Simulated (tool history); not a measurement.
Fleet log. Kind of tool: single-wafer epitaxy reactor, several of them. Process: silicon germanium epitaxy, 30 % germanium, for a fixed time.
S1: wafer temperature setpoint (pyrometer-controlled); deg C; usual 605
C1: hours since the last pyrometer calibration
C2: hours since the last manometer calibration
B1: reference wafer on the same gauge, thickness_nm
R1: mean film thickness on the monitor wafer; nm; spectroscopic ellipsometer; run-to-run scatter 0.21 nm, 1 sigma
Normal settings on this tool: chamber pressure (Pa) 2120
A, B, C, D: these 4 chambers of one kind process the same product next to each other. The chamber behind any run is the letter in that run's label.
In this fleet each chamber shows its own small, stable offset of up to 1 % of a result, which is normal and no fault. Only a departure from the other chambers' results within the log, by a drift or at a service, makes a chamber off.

run 1B hour=3.7 | S1=605 chamber_pressure_(Pa)=2120 | C1=980 C2=570 | B1=58.193 | R1=59.315
run 2C hour=9 | S1=605 chamber_pressure_(Pa)=2120 | C1=697.5 C2=694.9 | B1=58.234 | R1=58.742
run 3A hour=12.9 | S1=605 chamber_pressure_(Pa)=2120 | C1=624.7 C2=755.2 | B1=58.136 | R1=58.526
run 4D hour=18.1 | S1=605 chamber_pressure_(Pa)=2120 | C1=378.7 C2=473.2 | B1=58.192 | R1=59.135
run 5C hour=22.5 | S1=605 chamber_pressure_(Pa)=2120 | C1=711 C2=708.4 | B1=58.221 | R1=59.393
run 6A hour=27.5 | S1=605 chamber_pressure_(Pa)=2120 | C1=639.3 C2=769.8 | B1=58.16 | R1=58.513
run 7B hour=31.9 | S1=605 chamber_pressure_(Pa)=2120 | C1=1008.2 C2=598.2 | B1=58.173 | R1=58.997
run 8D hour=35.8 | S1=605 chamber_pressure_(Pa)=2120 | C1=396.4 C2=490.9 | B1=58.166 | R1=59.456
run 9D hour=40.1 | S1=605 chamber_pressure_(Pa)=2120 | C1=400.7 C2=495.2 | B1=58.227 | R1=59.227
run 10B hour=43.5 | S1=605 chamber_pressure_(Pa)=2120 | C1=1019.8 C2=609.8 | B1=58.233 | R1=58.894
run 11C hour=46 | S1=605 chamber_pressure_(Pa)=2120 | C1=734.5 C2=731.9 | B1=58.227 | R1=58.813
run 12A hour=51 | S1=605 chamber_pressure_(Pa)=2120 | C1=662.8 C2=793.3 | B1=58.186 | R1=58.689
run 13A hour=53.3 | S1=616 chamber_pressure_(Pa)=2120 | C1=665.1 C2=795.6 | B1=58.209 | R1=71.1
run 14D hour=57.2 | S1=616 chamber_pressure_(Pa)=2120 | C1=417.8 C2=512.3 | B1=58.182 | R1=72.246
run 15C hour=62 | S1=616 chamber_pressure_(Pa)=2120 | C1=750.5 C2=747.9 | B1=58.178 | R1=71.992
run 16B hour=65.4 | S1=616 chamber_pressure_(Pa)=2120 | C1=1041.7 C2=631.7 | B1=58.201 | R1=71.583
run 17C hour=68.7 | S1=605 chamber_pressure_(Pa)=2120 | C1=757.2 C2=754.6 | B1=58.178 | R1=58.653
run 18B hour=72.1 | S1=605 chamber_pressure_(Pa)=2573 | C1=1048.4 C2=638.4 | B1=58.204 | R1=63.7
run 19D hour=75.7 | S1=605 chamber_pressure_(Pa)=2573 | C1=436.3 C2=530.8 | B1=58.191 | R1=63.734
run 20A hour=79.3 | S1=605 chamber_pressure_(Pa)=2573 | C1=691.1 C2=821.6 | B1=58.203 | R1=63.38
run 21D hour=84.3 | S1=605 chamber_pressure_(Pa)=2573 | C1=444.9 C2=539.4 | B1=58.207 | R1=63.918
run 22B hour=87.5 | S1=605 chamber_pressure_(Pa)=2120 | C1=1063.8 C2=653.8 | B1=58.229 | R1=58.859
run 23A hour=92.7 | S1=592 chamber_pressure_(Pa)=2520 | C1=704.5 C2=835 | B1=58.156 | R1=49.638
-- hour=93.2 chamber B: pyrometer calibrated
run 24C hour=96.3 | S1=592 chamber_pressure_(Pa)=2520 | C1=784.8 C2=782.2 | B1=58.217 | R1=49.778
run 25C hour=101.1 | S1=592 chamber_pressure_(Pa)=2520 | C1=789.6 C2=787 | B1=58.202 | R1=49.563
run 26A hour=106 | S1=592 chamber_pressure_(Pa)=2520 | C1=717.8 C2=848.3 | B1=58.193 | R1=49.584
run 27D hour=110 | S1=605 chamber_pressure_(Pa)=2120 | C1=470.6 C2=565.1 | B1=58.231 | R1=59.029
run 28B hour=112.8 | S1=605 chamber_pressure_(Pa)=2120 | C1=19.7 C2=679.1 | B1=58.232 | R1=60.47
run 29A hour=117.1 | S1=605 chamber_pressure_(Pa)=2120 | C1=728.9 C2=859.4 | B1=58.198 | R1=58.802
run 30C hour=120.1 | S1=605 chamber_pressure_(Pa)=2120 | C1=808.6 C2=806 | B1=58.193 | R1=59.291
run 31B hour=124.1 | S1=605 chamber_pressure_(Pa)=2120 | C1=31 C2=690.4 | B1=58.176 | R1=60.704
run 32D hour=127 | S1=605 chamber_pressure_(Pa)=2120 | C1=487.6 C2=582.1 | B1=58.242 | R1=58.729
run 33C hour=130 | S1=605 chamber_pressure_(Pa)=1600 | C1=818.5 C2=815.9 | B1=58.171 | R1=52.759
run 34D hour=132.8 | S1=605 chamber_pressure_(Pa)=1600 | C1=493.4 C2=587.9 | B1=58.176 | R1=52.967
run 35A hour=137.5 | S1=605 chamber_pressure_(Pa)=1600 | C1=749.3 C2=879.8 | B1=58.149 | R1=52.226
run 36B hour=142.2 | S1=605 chamber_pressure_(Pa)=1600 | C1=49.1 C2=708.5 | B1=58.214 | R1=54.429
run 37D hour=147.5 | S1=605 chamber_pressure_(Pa)=2120 | C1=508.1 C2=602.6 | B1=58.176 | R1=58.811
run 38A hour=150.3 | S1=616 chamber_pressure_(Pa)=2320 | C1=762.1 C2=892.6 | B1=58.224 | R1=73.422
run 39B hour=153.5 | S1=616 chamber_pressure_(Pa)=2320 | C1=60.4 C2=719.8 | B1=58.198 | R1=76.735

What goes on in this fleet: one chamber off, a drifting gauge, or nothing beyond the chambers' own small offsets? Name the chamber and the cause, if any.

The work done on chamber B during a service left it standing apart from the others.
What lies behind it: wafer temperature above the value expected at the setpoint (K) = 1.59.

Which of the 4 candidates below, each the usual settings with something changed and its results left as question marks, puts chamber B back in line with what the other chambers give on the usual settings?
In line here means within this much of the mean the other chambers give on the usual settings: R1 0.72 nm
run 40B-1 hour=157.4 | S1=603 chamber_pressure_(Pa)=2120 | R1=?
run 40B-2 hour=157.4 | S1=605 chamber_pressure_(Pa)=1813 | R1=?
run 40B-3 hour=157.4 | S1=607 chamber_pressure_(Pa)=2120 | R1=?
run 40B-4 hour=157.4 | S1=608 chamber_pressure_(Pa)=2160 | R1=?

The other chambers' mean on the usual settings: R1 58.864 nm
run=40B-1 R1=58.662
run=40B-2 R1=57.164
run=40B-3 R1=63.041
run=40B-4 R1=64.657
Change 40B-1 lands the chamber within the allowed miss of the other chambers.

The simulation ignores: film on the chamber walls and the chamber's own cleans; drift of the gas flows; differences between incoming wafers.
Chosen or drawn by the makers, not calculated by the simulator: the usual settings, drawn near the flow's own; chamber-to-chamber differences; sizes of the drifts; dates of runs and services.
